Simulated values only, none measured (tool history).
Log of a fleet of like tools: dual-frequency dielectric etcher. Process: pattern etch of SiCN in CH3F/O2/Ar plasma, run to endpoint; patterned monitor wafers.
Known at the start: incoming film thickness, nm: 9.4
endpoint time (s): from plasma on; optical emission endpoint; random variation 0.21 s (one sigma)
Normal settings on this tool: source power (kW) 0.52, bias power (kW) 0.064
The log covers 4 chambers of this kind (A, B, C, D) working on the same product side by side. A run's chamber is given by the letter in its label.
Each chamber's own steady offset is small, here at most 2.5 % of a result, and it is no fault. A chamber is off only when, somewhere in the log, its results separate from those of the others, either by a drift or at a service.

run,day,source power (kW),bias power (kW),endpoint time (s)
# day 0.117: chamber C: source power generator calibrated
1B,0.392,0.52,0.064,23.566
2C,0.925,0.52,0.064,23.388
3A,1.475,0.52,0.064,23.211
4D,1.783,0.52,0.064,24
5C,2.171,0.52,0.064,23.506
6D,2.654,0.52,0.064,23.985
7B,3.258,0.52,0.064,23.292
8A,3.779,0.52,0.064,23.531
9B,4.275,0.52,0.064,23.427
10D,4.85,0.52,0.05,26.632
11C,5.242,0.52,0.05,25.466
12A,5.738,0.52,0.05,26.108
# day 6.058: chamber D: wet clean of the chamber
13C,6.217,0.52,0.05,25.919
14B,6.733,0.43,0.064,25.18
15A,7.046,0.43,0.064,25.312
# day 7.079: chamber B: wet clean of the chamber
16D,7.404,0.43,0.064,26.07
17B,7.962,0.43,0.064,25.412
18C,8.308,0.52,0.057,24.831
19D,8.617,0.52,0.057,25.055
20A,9.033,0.52,0.057,24.386
21A,9.412,0.52,0.057,24.251
22B,10,0.52,0.064,23.735
23D,10.392,0.52,0.064,24.592
24C,11.046,0.52,0.064,23.211
25B,11.354,0.4,0.058,27.155
26A,11.825,0.4,0.058,27.234
# day 11.95: chamber A: wet clean of the chamber
27D,12.262,0.4,0.058,27.973
28C,12.779,0.4,0.058,27.097
29A,13.312,0.52,0.064,23.456
30C,13.729,0.52,0.064,23.485
31B,14.058,0.52,0.064,23.803
32D,14.658,0.52,0.064,24.266

One chamber off, gauge drift, or nothing amiss beyond the chambers' own small offsets? If it is a chamber, which one, and what is the likeliest cause?

No chamber stands off beyond its own small offset, and the gauge holds steady.
